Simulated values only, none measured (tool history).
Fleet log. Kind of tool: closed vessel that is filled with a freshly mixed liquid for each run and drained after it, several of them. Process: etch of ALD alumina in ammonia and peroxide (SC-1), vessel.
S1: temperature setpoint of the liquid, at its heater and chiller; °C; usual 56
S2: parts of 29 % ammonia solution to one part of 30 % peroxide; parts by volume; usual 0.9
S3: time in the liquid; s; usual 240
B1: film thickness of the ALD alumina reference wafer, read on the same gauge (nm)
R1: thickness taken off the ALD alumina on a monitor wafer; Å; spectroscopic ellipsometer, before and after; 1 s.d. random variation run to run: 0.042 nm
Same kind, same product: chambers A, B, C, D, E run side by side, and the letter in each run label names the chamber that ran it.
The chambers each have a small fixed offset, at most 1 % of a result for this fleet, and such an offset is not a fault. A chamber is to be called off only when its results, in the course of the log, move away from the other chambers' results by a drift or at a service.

run 1B hour=7.5 | S1=56 S2=0.9 S3=240 | B1=130.01 | R1=101.99
run 2C hour=17.4 | S1=56 S2=0.9 S3=240 | B1=129.97 | R1=101.83
run 3E hour=31.2 | S1=56 S2=0.9 S3=240 | B1=130.02 | R1=102.41
run 4A hour=38.8 | S1=56 S2=0.9 S3=240 | B1=129.97 | R1=100.3
run 5D hour=52.6 | S1=56 S2=0.9 S3=240 | B1=130.01 | R1=101.53
run 6B hour=65.6 | S1=56 S2=0.9 S3=240 | B1=129.97 | R1=101.45
run 7C hour=74.2 | S1=60.5 S2=0.9 S3=240 | B1=130 | R1=128.06
run 8D hour=85.9 | S1=60.5 S2=0.9 S3=240 | B1=129.97 | R1=128.02
run 9E hour=98.6 | S1=60.5 S2=0.9 S3=240 | B1=129.96 | R1=126.38
run 10A hour=107.3 | S1=60.5 S2=0.9 S3=240 | B1=130.01 | R1=127.69
run 11A hour=119.7 | S1=60.5 S2=0.9 S3=240 | B1=129.98 | R1=127.97
-- hour=121.6 chamber B: new drum of ammonia solution connected
run 12E hour=130.9 | S1=56 S2=0.9 S3=240 | B1=130.02 | R1=100.27
run 13B hour=139 | S1=56 S2=0.9 S3=240 | B1=130.03 | R1=102.08
run 14D hour=150.7 | S1=56 S2=0.9 S3=240 | B1=130.03 | R1=100.83
run 15C hour=161.6 | S1=56 S2=0.9 S3=240 | B1=130.03 | R1=101.76
run 16C hour=167.9 | S1=56 S2=0.9 S3=240 | B1=129.97 | R1=102.43
run 17D hour=175.9 | S1=56 S2=0.9 S3=240 | B1=130 | R1=100.97
run 18B hour=182.1 | S1=56 S2=0.9 S3=240 | B1=130 | R1=102.19
run 19E hour=195.9 | S1=56 S2=0.9 S3=240 | B1=130.04 | R1=99.816
run 20A hour=204.3 | S1=56 S2=0.9 S3=240 | B1=129.94 | R1=99.793
run 21C hour=215.1 | S1=56 S2=0.9 S3=240 | B1=130.04 | R1=101.47
run 22B hour=221.9 | S1=56 S2=0.9 S3=110 | B1=129.97 | R1=46.518
run 23E hour=232.2 | S1=56 S2=0.9 S3=110 | B1=130.03 | R1=45.573
run 24D hour=239 | S1=56 S2=0.9 S3=110 | B1=130.01 | R1=46.213
run 25A hour=249.5 | S1=56 S2=0.9 S3=110 | B1=129.99 | R1=46.133
run 26D hour=261.9 | S1=56 S2=0.9 S3=110 | B1=130 | R1=46.097
run 27C hour=273.2 | S1=56 S2=0.9 S3=240 | B1=130.02 | R1=101.44
run 28E hour=284.4 | S1=56 S2=0.9 S3=240 | B1=129.99 | R1=98.71
run 29B hour=296.9 | S1=56 S2=0.9 S3=240 | B1=130.03 | R1=101.57
run 30A hour=309.8 | S1=56 S2=0.9 S3=240 | B1=130 | R1=100.88
run 31C hour=322.2 | S1=56 S2=0.9 S3=240 | B1=129.98 | R1=101.21
run 32A hour=335.9 | S1=56 S2=0.9 S3=240 | B1=130 | R1=100.04
run 33D hour=349.7 | S1=56 S2=0.9 S3=240 | B1=129.99 | R1=101.17
run 34E hour=361.7 | S1=56 S2=0.9 S3=240 | B1=130.02 | R1=97.777
run 35B hour=374 | S1=56 S2=0.9 S3=240 | B1=130 | R1=101.31
run 36A hour=381.4 | S1=56 S2=0.9 S3=240 | B1=129.97 | R1=100.97
run 37B hour=388.7 | S1=56 S2=0.9 S3=240 | B1=130.03 | R1=101.64
run 38E hour=398 | S1=56 S2=0.9 S3=240 | B1=129.99 | R1=96.723
run 39C hour=409.5 | S1=56 S2=0.9 S3=240 | B1=130 | R1=101.6

Which is it: a chamber that has drifted or been left off by a service, a gauge drift common to all chambers, or only each chamber's usual small offset? If a chamber is off, name it and its likeliest cause.

Chamber E drifts away from the others.
Likeliest cause: liquid colder than its thermometer reads (K) = 1.06.

Which of the 4 candidates below, each the usual settings with something changed and its results left as question marks, puts chamber E back in line with what the other chambers give on the usual settings?
To be in line, a result may differ from the other chambers' mean on the usual settings by at most: R1 1.5 Å
run 40E-1 hour=419.7 | S1=56 S2=0.9 S3=250 | R1=?
run 40E-2 hour=419.7 | S1=55.5 S2=0.9 S3=235 | R1=?
run 40E-3 hour=419.7 | S1=56 S2=0.9 S3=235 | R1=?
run 40E-4 hour=419.7 | S1=56 S2=0.9 S3=245 | R1=?

Mean of the other chambers on the usual settings: R1 101.21 Å
run=40E-1 R1=100.67
run=40E-2 R1=92.149
run=40E-3 R1=94.634
run=40E-4 R1=98.661
40E-1 puts the chamber back in line with the other chambers.
